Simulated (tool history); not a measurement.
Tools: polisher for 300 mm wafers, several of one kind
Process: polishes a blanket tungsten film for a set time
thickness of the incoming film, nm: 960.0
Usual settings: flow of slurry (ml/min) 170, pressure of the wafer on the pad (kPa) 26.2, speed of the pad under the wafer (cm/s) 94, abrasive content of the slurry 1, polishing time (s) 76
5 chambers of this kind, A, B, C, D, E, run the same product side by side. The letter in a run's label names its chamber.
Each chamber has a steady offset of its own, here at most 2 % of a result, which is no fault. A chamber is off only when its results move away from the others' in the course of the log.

run   hour  flow of slurry (ml/min)  pressure of the wafer on the pad (kPa)  speed of the pad under the wafer (cm/s)  abrasive content of the slurry  polishing time (s)  wafers polished on this pad  hours since the slurry nozzle was cleaned  hours since the head pressure was calibrated  hours since the slurry blender was calibrated  hours since the slurry got fresh peroxide  film removed (angstrom)
       8.9  -- chamber C: slurry tank refilled with fresh slurry and peroxide
 1C   10.4                      170                                    26.2                                       94                               1                  76                          178                                      257.3                                         369.1                                          124.5                                        1.6                   2783.2
      15.5  -- chamber C: slurry blender recalibrated
      15.9  -- chamber A: worn pad replaced by a new one
      17.7  -- chamber B: slurry blender recalibrated
 2E   19.2                      170                                    26.2                                       94                               1                  76                          155                                      240.5                                         372.4                                          329.1                                       36.1                   2850.2
 3B   26.8                      170                                    26.2                                       94                               1                  76                          310                                       98.8                                         187.3                                            9.2                                       42.7                   2806.1
 4A   34.5                      170                                    26.2                                       94                               1                  76                          101                                      244.1                                            39                                          276.3                                      111.4                   2920.3
      37.4  -- chamber E: slurry nozzle cleaned
 5D   45.2                      170                                    26.2                                       94                               1                  76                          484                                       93.8                                         881.8                                           59.6                                       54.9                   2866.9
 6D   52.5                      170                                    26.2                                       94                               1                  76                          524                                      101.1                                         889.1                                           66.9                                       62.2                   2854.5
      58.1  -- chamber A: slurry nozzle cleaned
 7C   59.4                      170                                    26.2                                       94                               1                  76                          444                                      306.3                                         418.1                                           43.9                                       50.6                   2779.2
      61.6  -- chamber D: slurry tank refilled with fresh slurry and peroxide
        63  -- chamber B: slurry tank refilled with fresh slurry and peroxide
 8E   69.1                      170                                    26.2                                       94                               1                  76                          426                                       31.7                                         422.3                                            379                                         86                   2845.8
        74  -- chamber B: worn pad replaced by a new one
      77.8  -- chamber A: slurry blender recalibrated
      78.8  -- chamber C: slurry tank refilled with fresh slurry and peroxide
 9B   81.5                      170                                    26.2                                       94                               1                  76                           41                                      153.5                                           242                                           63.9                                       18.5                   2797.4
      89.8  -- chamber C: worn pad replaced by a new one
10A   89.9                      170                                    26.2                                       94                               1                  76                          402                                       31.8                                          94.4                                           12.1                                      166.8                     2853
      94.5  -- chamber E: slurry tank refilled with fresh slurry and peroxide
      96.1  -- chamber A: slurry tank refilled with fresh slurry and peroxide
11D   96.7                      170                                    26.2                                       94                               1                  76                          764                                      145.3                                         933.3                                          111.1                                       35.2                   2886.3
12A  105.3                      170                                    26.2                                       94                               1                  76                          485                                       47.2                                         109.8                                           27.5                                        9.2                   2837.2
     107.6  -- chamber E: worn pad replaced by a new one
13B  111.7                      170                                    26.2                                       94                               1                  76                          205                                      183.7                                         272.2                                           94.1                                       48.7                   2806.3
14E  123.2                      170                                    26.2                                       94                               1                  76                           84                                       85.8                                         476.4                                          433.1                                       28.8                     2827
     124.5  -- chamber D: slurry tank refilled with fresh slurry and peroxide
     126.8  -- chamber A: worn pad replaced by a new one
15C  132.6                      170                                    26.2                                       94                               1                  76                          232                                      379.5                                         491.3                                          117.1                                       53.9                   2858.8
16E  143.5                      170                                    26.2                                       94                               1                  76                          195                                      106.1                                         496.7                                          453.4                                       49.1                   2906.6
     147.5  -- chamber B: slurry tank refilled with fresh slurry and peroxide
17D  152.2                      170                                    26.2                                       94                               1                  76                         1065                                      200.8                                         988.8                                          166.6                                       27.7                   2905.5
     154.4  -- chamber E: slurry blender recalibrated
     160.5  -- chamber C: slurry blender recalibrated
     160.6  -- chamber C: slurry tank refilled with fresh slurry and peroxide
18B    164                      170                                    26.2                                       94                               1                  76                          489                                        236                                         324.5                                          146.4                                       16.5                   2806.8
19C  173.8                      170                                    26.2                                       94                               1                  76                          456                                      420.7                                         532.5                                           13.3                                       13.2                   2801.9
20A  182.6                      170                                    26.2                                       94                               1                  76                          303                                      124.5                                         187.1                                          104.8                                       86.5                   2917.8
     188.9  -- chamber D: slurry tank refilled with fresh slurry and peroxide
21E  190.8                      170                                    26.2                                       94                               1                  76                          452                                      153.4                                           544                                           36.5                                       96.4                     2861
     190.9  -- chamber B: slurry nozzle cleaned
     191.7  -- chamber D: worn pad replaced by a new one
     192.1  -- chamber C: worn pad replaced by a new one
22C  203.5                      170                                    22.1                                       94                            1.15                  76                           61                                      450.4                                         562.2                                             43                                       42.9                   2453.6
     208.2  -- chamber B: worn pad replaced by a new one
       212  -- chamber E: worn pad replaced by a new one
23D  215.8                      170                                    22.1                                       94                            1.15                  76                          131                                      264.4                                        1052.4                                          230.2                                         27                   2504.9
24B  221.3                      170                                    22.1                                       94                            1.15                  76                           71                                       30.4                                         381.8                                          203.7                                       73.8                   2443.2
     223.4  -- chamber B: slurry tank refilled with fresh slurry and peroxide
25A  227.1                      170                                    22.1                                       94                            1.15                  76                          545                                        169                                         231.6                                          149.3                                        131                   2446.1
       229  -- chamber E: slurry tank refilled with fresh slurry and peroxide
26D  234.3                      170                                    22.1                                       94                            1.15                  76                          231                                      282.9                                        1070.9                                          248.7                                       45.5                   2445.9
     234.6  -- chamber B: slurry blender recalibrated
     239.7  -- chamber C: slurry tank refilled with fresh slurry and peroxide
       243  -- chamber C: head pressure recalibrated
27C  245.7                      170                                    26.2                                       94                               1                  76                          291                                      492.6                                           2.8                                           85.2                                          6                   2917.9
28A  255.8                      170                                    26.2                                       94                               1                  76                          701                                      197.7                                         260.3                                            178                                      159.7                   2846.7
     257.2  -- chamber A: worn pad replaced by a new one
29B    263                      170                                    26.2                                       94                               1                  76                          297                                       72.1                                         423.5                                           28.5                                       39.6                   2869.9
     267.1  -- chamber A: slurry nozzle cleaned
     269.1  -- chamber D: slurry tank refilled with fresh slurry and peroxide
     270.2  -- chamber A: slurry tank refilled with fresh slurry and peroxide
30E  270.5                      170                                    26.2                                       94                               1                  76                          317                                      233.1                                         623.7                                          116.2                                       41.5                   2831.9
31B    277                      170                                    26.2                                       94                               1                  76                          373                                       86.1                                         437.5                                           42.5                                       53.6                   2780.2
32E  283.2                      170                                    26.2                                       94                               1                  93                          386                                      245.8                                         636.4                                          128.9                                       54.2                   3535.4
33C  289.6                      170                                    26.2                                       94                               1                  93                          529                                      536.5                                          46.7                                          129.1                                       49.9                   3409.8
       291  -- chamber B: slurry tank refilled with fresh slurry and peroxide
34D  299.9                      170                                    26.2                                       94                               1                  93                          588                                      348.5                                        1136.5                                          314.3                                       30.9                   3456.1
35A    309                      170                                    26.2                                       94                               1                  93                          281                                         42                                         313.5                                          231.2                                       38.9                   3509.3
36B    319                      170                                    26.2                                       94                               1                  93                          602                                      128.1                                         479.5                                           84.5                                       28.1                   3397.2

Next, every chamber runs the same settings. What will each give?
37A  328.1                      130                                    26.2                                       94                               1                  76                                                                                                                                                                                                                                        ?
37B  328.1                      130                                    26.2                                       94                               1                  76                                                                                                                                                                                                                                        ?
37C  328.1                      130                                    26.2                                       94                               1                  76                                                                                                                                                                                                                                        ?
37D  328.1                      130                                    26.2                                       94                               1                  76                                                                                                                                                                                                                                        ?
37E  328.1                      130                                    26.2                                       94                               1                  76                                                                                                                                                                                                                                        ?

run  film removed (angstrom)
37A                   2731.3
37B                     2693
37C                   2744.4
37D                   2724.9
37E                   2703.5
